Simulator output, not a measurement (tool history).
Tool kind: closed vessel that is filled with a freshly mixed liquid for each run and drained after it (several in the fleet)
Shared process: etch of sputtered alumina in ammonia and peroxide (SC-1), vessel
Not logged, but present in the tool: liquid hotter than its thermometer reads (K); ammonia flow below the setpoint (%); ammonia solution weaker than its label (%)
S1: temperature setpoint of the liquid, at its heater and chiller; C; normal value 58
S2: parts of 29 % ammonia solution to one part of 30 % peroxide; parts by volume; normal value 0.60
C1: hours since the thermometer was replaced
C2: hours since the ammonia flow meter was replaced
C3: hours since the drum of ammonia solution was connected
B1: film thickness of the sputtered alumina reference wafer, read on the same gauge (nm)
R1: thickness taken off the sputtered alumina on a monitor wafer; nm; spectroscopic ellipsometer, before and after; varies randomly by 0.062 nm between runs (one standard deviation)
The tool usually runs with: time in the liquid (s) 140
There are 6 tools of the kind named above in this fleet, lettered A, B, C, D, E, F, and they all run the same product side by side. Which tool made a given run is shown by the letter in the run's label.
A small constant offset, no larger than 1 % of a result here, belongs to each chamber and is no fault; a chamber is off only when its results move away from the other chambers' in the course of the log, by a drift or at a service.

{"run": "1B", "hour": 2.7, "S1": 58, "S2": 0.6, "time in the liquid (s)": 140, "C1": 283.0, "C2": 277.2, "C3": 84.2, "B1": 49.999, "R1": 10.828}
{"run": "2F", "hour": 5.7, "S1": 58, "S2": 0.6, "time in the liquid (s)": 140, "C1": 597.7, "C2": 731.5, "C3": 385.0, "B1": 50.004, "R1": 10.73}
{"run": "3C", "hour": 9.7, "S1": 58, "S2": 0.6, "time in the liquid (s)": 140, "C1": 1205.4, "C2": 271.3, "C3": 233.1, "B1": 50.004, "R1": 10.636}
{"run": "4A", "hour": 12.2, "S1": 58, "S2": 0.6, "time in the liquid (s)": 140, "C1": 283.3, "C2": 200.6, "C3": 95.2, "B1": 49.977, "R1": 10.727}
{"run": "5D", "hour": 14.6, "S1": 58, "S2": 0.6, "time in the liquid (s)": 140, "C1": 631.7, "C2": 1454.0, "C3": 203.0, "B1": 49.998, "R1": 10.733}
{"run": "6E", "hour": 18.9, "S1": 58, "S2": 0.6, "time in the liquid (s)": 140, "C1": 843.5, "C2": 745.1, "C3": 710.6, "B1": 50.012, "R1": 10.894}
{"run": "7D", "hour": 21.2, "S1": 58, "S2": 0.6, "time in the liquid (s)": 140, "C1": 638.3, "C2": 1460.6, "C3": 209.6, "B1": 50.001, "R1": 10.778}
{"run": "8E", "hour": 24.2, "S1": 58, "S2": 0.6, "time in the liquid (s)": 140, "C1": 848.8, "C2": 750.4, "C3": 715.9, "B1": 50.004, "R1": 10.876}
{"run": "9F", "hour": 27.7, "S1": 58, "S2": 0.6, "time in the liquid (s)": 140, "C1": 619.7, "C2": 753.5, "C3": 407.0, "B1": 50.018, "R1": 10.67}
{"run": "10B", "hour": 30.9, "S1": 58, "S2": 0.6, "time in the liquid (s)": 140, "C1": 311.2, "C2": 305.4, "C3": 112.4, "B1": 50.035, "R1": 10.695}
{"run": "11C", "hour": 34.0, "S1": 58, "S2": 0.6, "time in the liquid (s)": 140, "C1": 1229.7, "C2": 295.6, "C3": 257.4, "B1": 50.004, "R1": 10.678}
{"run": "12A", "hour": 37.7, "S1": 58, "S2": 0.6, "time in the liquid (s)": 140, "C1": 308.8, "C2": 226.1, "C3": 120.7, "B1": 49.98, "R1": 10.765}
{"run": "13F", "hour": 42.1, "S1": 58, "S2": 0.6, "time in the liquid (s)": 140, "C1": 634.1, "C2": 767.9, "C3": 421.4, "B1": 49.986, "R1": 10.759}
{"run": "14E", "hour": 45.4, "S1": 58, "S2": 0.6, "time in the liquid (s)": 140, "C1": 870.0, "C2": 771.6, "C3": 737.1, "B1": 49.999, "R1": 10.947}
{"hour": 45.5, "done": "chamber C: new drum of ammonia solution connected"}
{"run": "15A", "hour": 49.8, "S1": 58, "S2": 0.6, "time in the liquid (s)": 140, "C1": 320.9, "C2": 238.2, "C3": 132.8, "B1": 50.013, "R1": 10.821}
{"run": "16B", "hour": 54.2, "S1": 58, "S2": 0.45, "time in the liquid (s)": 140, "C1": 334.5, "C2": 328.7, "C3": 135.7, "B1": 50.027, "R1": 10.457}
{"run": "17D", "hour": 57.5, "S1": 58, "S2": 0.45, "time in the liquid (s)": 140, "C1": 674.6, "C2": 1496.9, "C3": 245.9, "B1": 50.015, "R1": 10.524}
{"run": "18C", "hour": 62.3, "S1": 58, "S2": 0.45, "time in the liquid (s)": 140, "C1": 1258.0, "C2": 323.9, "C3": 16.8, "B1": 50.013, "R1": 10.481}
{"run": "19A", "hour": 64.5, "S1": 58, "S2": 0.45, "time in the liquid (s)": 140, "C1": 335.6, "C2": 252.9, "C3": 147.5, "B1": 50.009, "R1": 10.585}
{"run": "20E", "hour": 68.6, "S1": 58, "S2": 0.45, "time in the liquid (s)": 140, "C1": 893.2, "C2": 794.8, "C3": 760.3, "B1": 50.024, "R1": 10.601}
{"run": "21C", "hour": 71.2, "S1": 58, "S2": 0.45, "time in the liquid (s)": 140, "C1": 1266.9, "C2": 332.8, "C3": 25.7, "B1": 50.021, "R1": 10.414}
{"run": "22F", "hour": 76.2, "S1": 58, "S2": 0.6, "time in the liquid (s)": 140, "C1": 668.2, "C2": 802.0, "C3": 455.5, "B1": 49.973, "R1": 10.675}
{"run": "23B", "hour": 78.8, "S1": 58, "S2": 0.6, "time in the liquid (s)": 140, "C1": 359.1, "C2": 353.3, "C3": 160.3, "B1": 49.994, "R1": 10.829}
{"run": "24D", "hour": 82.6, "S1": 58, "S2": 0.6, "time in the liquid (s)": 140, "C1": 699.7, "C2": 1522.0, "C3": 271.0, "B1": 50.014, "R1": 11.097}
{"run": "25A", "hour": 85.4, "S1": 58, "S2": 0.6, "time in the liquid (s)": 140, "C1": 356.5, "C2": 273.8, "C3": 168.4, "B1": 50.002, "R1": 10.788}
{"run": "26D", "hour": 90.5, "S1": 58, "S2": 0.6, "time in the liquid (s)": 140, "C1": 707.6, "C2": 1529.9, "C3": 278.9, "B1": 49.996, "R1": 11.065}
{"run": "27E", "hour": 93.6, "S1": 58, "S2": 0.6, "time in the liquid (s)": 140, "C1": 918.2, "C2": 819.8, "C3": 785.3, "B1": 49.96, "R1": 10.972}
{"run": "28F", "hour": 98.4, "S1": 58, "S2": 0.6, "time in the liquid (s)": 140, "C1": 690.4, "C2": 824.2, "C3": 477.7, "B1": 50.022, "R1": 10.708}
{"run": "29C", "hour": 100.6, "S1": 58, "S2": 0.6, "time in the liquid (s)": 140, "C1": 1296.3, "C2": 362.2, "C3": 55.1, "B1": 49.988, "R1": 10.727}
{"run": "30B", "hour": 103.6, "S1": 58, "S2": 0.6, "time in the liquid (s)": 140, "C1": 383.9, "C2": 378.1, "C3": 185.1, "B1": 50.011, "R1": 10.703}
{"run": "31D", "hour": 106.5, "S1": 58, "S2": 0.6, "time in the liquid (s)": 140, "C1": 723.6, "C2": 1545.9, "C3": 294.9, "B1": 50.017, "R1": 11.313}
{"run": "32F", "hour": 110.2, "S1": 58, "S2": 0.6, "time in the liquid (s)": 140, "C1": 702.2, "C2": 836.0, "C3": 489.5, "B1": 50.031, "R1": 10.809}
{"run": "33A", "hour": 115.0, "S1": 58, "S2": 0.6, "time in the liquid (s)": 140, "C1": 386.1, "C2": 303.4, "C3": 198.0, "B1": 50.017, "R1": 10.773}
{"run": "34E", "hour": 118.9, "S1": 58, "S2": 0.6, "time in the liquid (s)": 140, "C1": 943.5, "C2": 845.1, "C3": 810.6, "B1": 49.965, "R1": 10.873}
{"run": "35B", "hour": 122.6, "S1": 58, "S2": 0.6, "time in the liquid (s)": 140, "C1": 402.9, "C2": 397.1, "C3": 204.1, "B1": 49.994, "R1": 10.84}
{"run": "36C", "hour": 127.1, "S1": 58, "S2": 0.6, "time in the liquid (s)": 140, "C1": 1322.8, "C2": 388.7, "C3": 81.6, "B1": 49.989, "R1": 10.604}
{"run": "37C", "hour": 129.8, "S1": 58, "S2": 0.6, "time in the liquid (s)": 140, "C1": 1325.5, "C2": 391.4, "C3": 84.3, "B1": 50.013, "R1": 10.768}
{"run": "38B", "hour": 133.6, "S1": 58, "S2": 0.6, "time in the liquid (s)": 140, "C1": 413.9, "C2": 408.1, "C3": 215.1, "B1": 49.995, "R1": 10.735}
{"run": "39F", "hour": 138.6, "S1": 58, "S2": 0.6, "time in the liquid (s)": 140, "C1": 730.6, "C2": 864.4, "C3": 517.9, "B1": 49.999, "R1": 10.746}
{"run": "40E", "hour": 142.4, "S1": 58, "S2": 0.6, "time in the liquid (s)": 140, "C1": 967.0, "C2": 868.6, "C3": 834.1, "B1": 50.027, "R1": 10.824}
{"run": "41D", "hour": 145.9, "S1": 58, "S2": 0.6, "time in the liquid (s)": 140, "C1": 763.0, "C2": 1585.3, "C3": 334.3, "B1": 49.992, "R1": 11.601}

Which is it: a chamber that has drifted or been left off by a service, a gauge drift common to all chambers, or only each chamber's usual small offset? If a chamber is off, name it and its likeliest cause.

Little by little, chamber D moves away from the other chambers.
What lies behind it: liquid hotter than its thermometer reads (K) = 1.45.

Chamber D could run next with any of the 4 candidate recipes listed below; each alters the usual settings, and their results appear as question marks. Which one brings its results back in line with what the other chambers deliver on the usual settings?
In line here means within this much of the mean the other chambers give on the usual settings: R1 0.220 nm
{"run": "42D-1", "hour": 149.5, "S1": 58.0, "S2": 0.6, "time in the liquid (s)": 130, "R1": "?"}
{"run": "42D-2", "hour": 149.5, "S1": 57.0, "S2": 0.6, "time in the liquid (s)": 130, "R1": "?"}
{"run": "42D-3", "hour": 149.5, "S1": 58.5, "S2": 0.6, "time in the liquid (s)": 145, "R1": "?"}
{"run": "42D-4", "hour": 149.5, "S1": 58.0, "S2": 0.6, "time in the liquid (s)": 160, "R1": "?"}

Usual-settings mean across the other chambers: R1 10.789 nm
run=42D-1 R1=10.728
run=42D-2 R1=10.182
run=42D-3 R1=12.278
run=42D-4 R1=13.204
Change 42D-1 lands the chamber within the allowed miss of the other chambers.

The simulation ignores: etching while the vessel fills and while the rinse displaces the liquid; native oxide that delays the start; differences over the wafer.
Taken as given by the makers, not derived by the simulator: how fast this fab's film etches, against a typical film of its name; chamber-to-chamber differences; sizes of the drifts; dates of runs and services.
